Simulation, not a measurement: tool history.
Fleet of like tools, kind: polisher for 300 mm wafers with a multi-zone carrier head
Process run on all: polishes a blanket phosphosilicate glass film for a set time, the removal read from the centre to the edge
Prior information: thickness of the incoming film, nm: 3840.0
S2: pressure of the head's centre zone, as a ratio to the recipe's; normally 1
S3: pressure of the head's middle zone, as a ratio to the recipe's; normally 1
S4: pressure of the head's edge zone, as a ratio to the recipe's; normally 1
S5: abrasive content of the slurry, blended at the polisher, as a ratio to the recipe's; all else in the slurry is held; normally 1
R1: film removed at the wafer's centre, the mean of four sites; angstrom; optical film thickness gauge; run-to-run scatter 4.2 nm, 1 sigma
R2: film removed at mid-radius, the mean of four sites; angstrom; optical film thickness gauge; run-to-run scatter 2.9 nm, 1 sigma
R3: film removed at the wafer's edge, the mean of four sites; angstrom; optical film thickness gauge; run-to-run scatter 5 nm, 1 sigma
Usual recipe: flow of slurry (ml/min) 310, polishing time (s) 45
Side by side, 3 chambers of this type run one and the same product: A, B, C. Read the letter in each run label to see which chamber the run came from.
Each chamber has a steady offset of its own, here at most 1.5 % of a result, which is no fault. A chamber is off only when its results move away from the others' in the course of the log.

Run 1A, hour 9.1: usual settings. Result: R1 3433.9 angstrom, R2 3480.1 angstrom, R3 3394.1 angstrom.
Run 2B, hour 13.6: usual settings. Result: R1 3389.7 angstrom, R2 3432 angstrom, R3 3401.1 angstrom.
Run 3C, hour 22.9: usual settings. Result: R1 3366.7 angstrom, R2 3398 angstrom, R3 3460.1 angstrom.
Run 4C, hour 29.7: usual settings. Result: R1 3362.2 angstrom, R2 3374.4 angstrom, R3 3511.6 angstrom.
Run 5B, hour 37.8: usual settings. Result: R1 3466.1 angstrom, R2 3402.2 angstrom, R3 3345.2 angstrom.
Run 6A, hour 42.8: usual settings but flow of slurry (ml/min) 400, S3 1.08. Result: R1 3497.3 angstrom, R2 3733.5 angstrom, R3 3468.8 angstrom.
Run 7A, hour 49: usual settings but flow of slurry (ml/min) 400, S3 1.08. Result: R1 3447.2 angstrom, R2 3749.8 angstrom, R3 3400.6 angstrom.
At hour 54.6: chamber C: worn pad replaced by a new one.
Run 8C, hour 58: usual settings but flow of slurry (ml/min) 400, S3 1.08. Result: R1 3474.6 angstrom, R2 3785.6 angstrom, R3 3467.5 angstrom.
Run 9B, hour 62.1: usual settings. Result: R1 3503 angstrom, R2 3482.7 angstrom, R3 3463.4 angstrom.
Run 10C, hour 68.1: usual settings. Result: R1 3437.4 angstrom, R2 3403.5 angstrom, R3 3429.8 angstrom.
At hour 76.7: chamber B: worn pad replaced by a new one.
Run 11B, hour 77.2: usual settings. Result: R1 3405.2 angstrom, R2 3408.2 angstrom, R3 3373.7 angstrom.
Run 12A, hour 82: usual settings but S5 1.2. Result: R1 3564.7 angstrom, R2 3548.2 angstrom, R3 3608.7 angstrom.
Run 13A, hour 89.9: usual settings but S5 1.2. Result: R1 3532.3 angstrom, R2 3576.1 angstrom, R3 3513 angstrom.
Run 14C, hour 98.7: usual settings but S5 1.2. Result: R1 3648.6 angstrom, R2 3691.7 angstrom, R3 3809.8 angstrom.
Run 15B, hour 105.1: usual settings but S4 0.96. Result: R1 3378.5 angstrom, R2 3399.1 angstrom, R3 3381.1 angstrom.
Run 16A, hour 113.7: usual settings but S4 0.96. Result: R1 3195.8 angstrom, R2 3187.7 angstrom, R3 3104.1 angstrom.
Run 17C, hour 121.1: usual settings but S4 0.96. Result: R1 3330.5 angstrom, R2 3465 angstrom, R3 3397.3 angstrom.
Run 18B, hour 125.2: usual settings. Result: R1 3366.3 angstrom, R2 3411.5 angstrom, R3 3410.4 angstrom.
Run 19C, hour 133.5: usual settings. Result: R1 3402.4 angstrom, R2 3346.7 angstrom, R3 3482.2 angstrom.
Run 20B, hour 139.1: usual settings. Result: R1 3391.7 angstrom, R2 3403.2 angstrom, R3 3453.5 angstrom.
Run 21A, hour 147.4: usual settings. Result: R1 3099.3 angstrom, R2 3163.5 angstrom, R3 3133.7 angstrom.
At hour 147.7: chamber A: edge zone pressure recalibrated.
Run 22B, hour 151.6: usual settings. Result: R1 3510.3 angstrom, R2 3430.1 angstrom, R3 3440.3 angstrom.
Run 23C, hour 156.9: usual settings. Result: R1 3349.5 angstrom, R2 3410.3 angstrom, R3 3474.5 angstrom.
Run 24A, hour 164.1: usual settings. Result: R1 3095.2 angstrom, R2 3101 angstrom, R3 3181 angstrom.
Run 25C, hour 170.1: usual settings. Result: R1 3387 angstrom, R2 3444.8 angstrom, R3 3438.3 angstrom.
Run 26A, hour 175.2: usual settings. Result: R1 3039.5 angstrom, R2 3102.1 angstrom, R3 3026.6 angstrom.
Run 27B, hour 181: usual settings. Result: R1 3360.2 angstrom, R2 3361.9 angstrom, R3 3393.1 angstrom.
Run 28B, hour 189.9: usual settings but flow of slurry (ml/min) 260. Result: R1 3366.1 angstrom, R2 3381.9 angstrom, R3 3362.1 angstrom.

All 3 chambers run these settings next. Forecast each chamber's results:
Run 29A, hour 196.6: usual settings but S3 1.1. Result: R1 ?, R2 ?, R3 ?.
Run 29B, hour 196.6: usual settings but S3 1.1. Result: R1 ?, R2 ?, R3 ?.
Run 29C, hour 196.6: usual settings but S3 1.1. Result: R1 ?, R2 ?, R3 ?.

run      R1      R2      R3
29A  2942.1  3324.8  3061.5
29B  3415.9  3784.7    3429
29C  3323.7  3689.7    3424

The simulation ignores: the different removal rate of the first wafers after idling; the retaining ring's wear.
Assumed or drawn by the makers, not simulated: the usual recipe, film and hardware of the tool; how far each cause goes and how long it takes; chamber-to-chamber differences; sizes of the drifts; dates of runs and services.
